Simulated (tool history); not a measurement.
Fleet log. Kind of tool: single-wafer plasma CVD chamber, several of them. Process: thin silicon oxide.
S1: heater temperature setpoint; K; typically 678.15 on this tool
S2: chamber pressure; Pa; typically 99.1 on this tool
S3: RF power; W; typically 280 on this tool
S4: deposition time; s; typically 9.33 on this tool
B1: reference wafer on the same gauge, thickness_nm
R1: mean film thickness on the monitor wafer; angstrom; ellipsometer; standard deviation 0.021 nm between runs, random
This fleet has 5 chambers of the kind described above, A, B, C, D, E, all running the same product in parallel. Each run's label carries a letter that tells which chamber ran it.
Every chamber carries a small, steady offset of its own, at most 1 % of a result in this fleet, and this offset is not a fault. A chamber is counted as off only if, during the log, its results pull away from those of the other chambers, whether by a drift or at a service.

run   hour      S1    S2   S3    S4      B1      R1
 1C   12.8  678.15  99.1  280  9.33  14.704  154.29
 2D   19.5  678.15  99.1  280  9.33  14.704  156.54
 3E   26.4  678.15  99.1  280  9.33  14.704   154.8
 4B   38.3  678.15  99.1  280  9.33  14.709     155
 5A   47.5  678.15  99.1  280  9.33  14.711  155.26
 6D   54.1  667.15  99.1  280  8.75  14.712  147.45
 7A   67.7  667.15  99.1  280  8.75   14.72   147.1
 8B   78.2  667.15  99.1  280  8.75  14.721  146.32
 9C   91.8  667.15  99.1  280  8.75  14.724  146.03
10E  105.1  667.15  99.1  280  8.75   14.73  146.32
11C  118.9  692.15  99.1  235  9.33  14.732  141.39
     128.3  -- chamber E: thermocouple changed; heater temperature recalibrated
12A    131  692.15  99.1  235  9.33  14.732  142.98
13B  137.6  692.15  99.1  235  9.33  14.729  142.45
14D  147.3  692.15  99.1  235  9.33  14.737  143.33
15E    156  692.15  99.1  235  9.33  14.742  142.19
16C  166.8  678.15  99.1  280  9.33  14.742  154.66
17B  176.5  678.15  99.1  280  9.33  14.747  155.18
18E  187.2  678.15  99.1  280  9.33  14.751  155.37
19D  193.4  692.15  99.1  250  9.33  14.754  147.66
20A  206.6  692.15  99.1  250  9.33  14.763  147.09
21C  212.9  692.15  99.1  250  9.33  14.757  145.73
     223.2  -- chamber C: capacitance manometer re-zeroed and calibrated
22E  226.7  692.15  99.1  250  9.33  14.758  146.37
23B  233.4  692.15  99.1  250  9.33  14.759   146.7
24A  243.4  678.15  76.4  280  9.33  14.763  118.65
25D  250.9  678.15  76.4  280  9.33  14.771  118.51
26A  257.7  678.15  76.4  280  9.33   14.77  118.55
27C    271  678.15  76.4  280  9.33  14.768  117.79
28E  282.8  678.15  76.4  280  9.33  14.772  118.03
29B  290.5  678.15  99.1  280  9.33  14.777  155.74
30D  297.6  678.15  99.1  280  9.33  14.783  156.92

All 5 chambers run these settings next. Forecast each chamber's results:
31A  307.8  678.15  99.1  330  9.33       ?
31B  307.8  678.15  99.1  330  9.33       ?
31C  307.8  678.15  99.1  330  9.33       ?
31D  307.8  678.15  99.1  330  9.33       ?
31E  307.8  678.15  99.1  330  9.33       ?

run      R1
31A  166.38
31B  166.37
31C  165.98
31D  167.49
31E  166.89
